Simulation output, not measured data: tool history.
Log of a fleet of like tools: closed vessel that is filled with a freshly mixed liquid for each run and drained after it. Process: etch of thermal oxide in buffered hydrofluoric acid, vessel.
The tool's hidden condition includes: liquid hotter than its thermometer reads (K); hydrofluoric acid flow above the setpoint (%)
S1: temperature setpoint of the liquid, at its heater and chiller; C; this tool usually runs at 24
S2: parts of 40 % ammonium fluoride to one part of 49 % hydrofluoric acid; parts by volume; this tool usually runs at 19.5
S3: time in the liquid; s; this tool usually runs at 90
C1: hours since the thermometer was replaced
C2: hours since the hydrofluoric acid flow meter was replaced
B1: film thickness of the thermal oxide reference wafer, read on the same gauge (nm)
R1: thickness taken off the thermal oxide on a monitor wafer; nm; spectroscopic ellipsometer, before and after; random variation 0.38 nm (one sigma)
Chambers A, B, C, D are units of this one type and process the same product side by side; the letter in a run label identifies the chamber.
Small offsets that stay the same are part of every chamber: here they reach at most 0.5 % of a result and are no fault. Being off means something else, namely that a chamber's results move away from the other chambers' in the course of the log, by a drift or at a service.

run	hour	S1	S2	S3	C1	C2	B1	R1
1A	7.5	24	19.5	90	666.1	222.2	129.99	51.96
2D	11.8	24	19.5	90	282.9	386.9	130	51.841
3B	19.4	24	19.5	90	340.8	1781.3	129.99	52.423
4C	25.4	24	19.5	90	686.9	431.4	129.99	51.646
5B	32.4	24	19.5	90	353.8	1794.3	130	52.263
6C	41.8	24	19.5	120	703.3	447.8	130	69.954
7D	49.3	24	19.5	120	320.4	424.4	130	69.331
8A	58.2	24	19.5	120	716.8	272.9	130.02	69.894
9A	64.6	24	19.5	120	723.2	279.3	129.99	69.714
10B	70.8	24	19.5	90	392.2	1832.7	130.01	51.747
11C	75.5	24	19.5	90	737	481.5	130.01	51.893
12D	84.1	24	19.5	90	355.2	459.2	130.02	51.785
13A	92.2	24	19.5	90	750.8	306.9	130	52.566
14C	97.3	24	19.5	90	758.8	503.3	129.99	52.203
15B	107.2	24	19.5	90	428.6	1869.1	130	52.262
16D	112	24	19.5	90	383.1	487.1	130.01	52.069
17C	120.9	24	19.5	90	782.4	526.9	129.99	51.769
18A	128.9	26.5	19.5	125	787.5	343.6	129.97	82.355
19B	135.1	26.5	19.5	125	456.5	1897	130	83.773
20D	143.5	26.5	19.5	125	414.6	518.6	129.99	84.758
# hour 148.6: chamber B: hydrofluoric acid flow meter replaced
21C	149.2	26.5	19.5	125	810.7	555.2	129.98	83.229
22B	155.9	24	19.5	90	477.3	7.4	130	52.026
23A	164.9	24	19.5	90	823.5	379.6	130.01	52.249
24D	174.4	24	19.5	90	445.5	549.5	130	53.232
25D	182.3	28.5	23	90	453.4	557.4	130.01	61.469
26B	188.7	28.5	23	90	510.1	40.2	130	58.405
27A	198.1	28.5	23	90	856.7	412.8	130	58.732
28C	205.2	28.5	23	90	866.7	611.2	130	59.552
29B	211.9	24	19.5	90	533.3	63.4	130.02	52.011
30A	217.7	24	19.5	90	876.3	432.4	130	52.035
31D	226.4	24	19.5	90	497.5	601.5	129.98	54.773
32C	232.9	24	19.5	90	894.4	638.9	129.98	51.744
33C	242.8	24	19.5	90	904.3	648.8	129.99	51.911
34D	249.2	24	19.5	90	520.3	624.3	130.01	56.712
35B	253.6	24	19.5	90	575	105.1	130	51.859

Which is it: a chamber that has drifted or been left off by a service, a gauge drift common to all chambers, or only each chamber's usual small offset? If a chamber is off, name it and its likeliest cause.

It is chamber D that slowly wanders off from its peers.
Most likely cause: liquid hotter than its thermometer reads (K) = 1.72.
Not necessarily distinguishable in this log from: hydrofluoric acid flow above the setpoint (%).

Below are 4 candidate recipes for chamber D's next run, each the usual settings with a change, their results shown as question marks. Which of them brings D's results back in line with what the other chambers give on the usual settings?
Maximum distance from the other chambers' mean on the usual settings for a result to count as in line: R1 1.3 nm
36D-1	260.8	23.5	19.5	85				?
36D-2	260.8	24	18.5	90				?
36D-3	260.8	23.5	20	90				?
36D-4	260.8	24.5	19.5	95				?

The other chambers' mean on the usual settings: R1 52.041 nm
run	R1
36D-1	52.115
36D-2	59.745
36D-3	53.813
36D-4	61.454
With 36D-1, the chamber falls back in line with the rest.
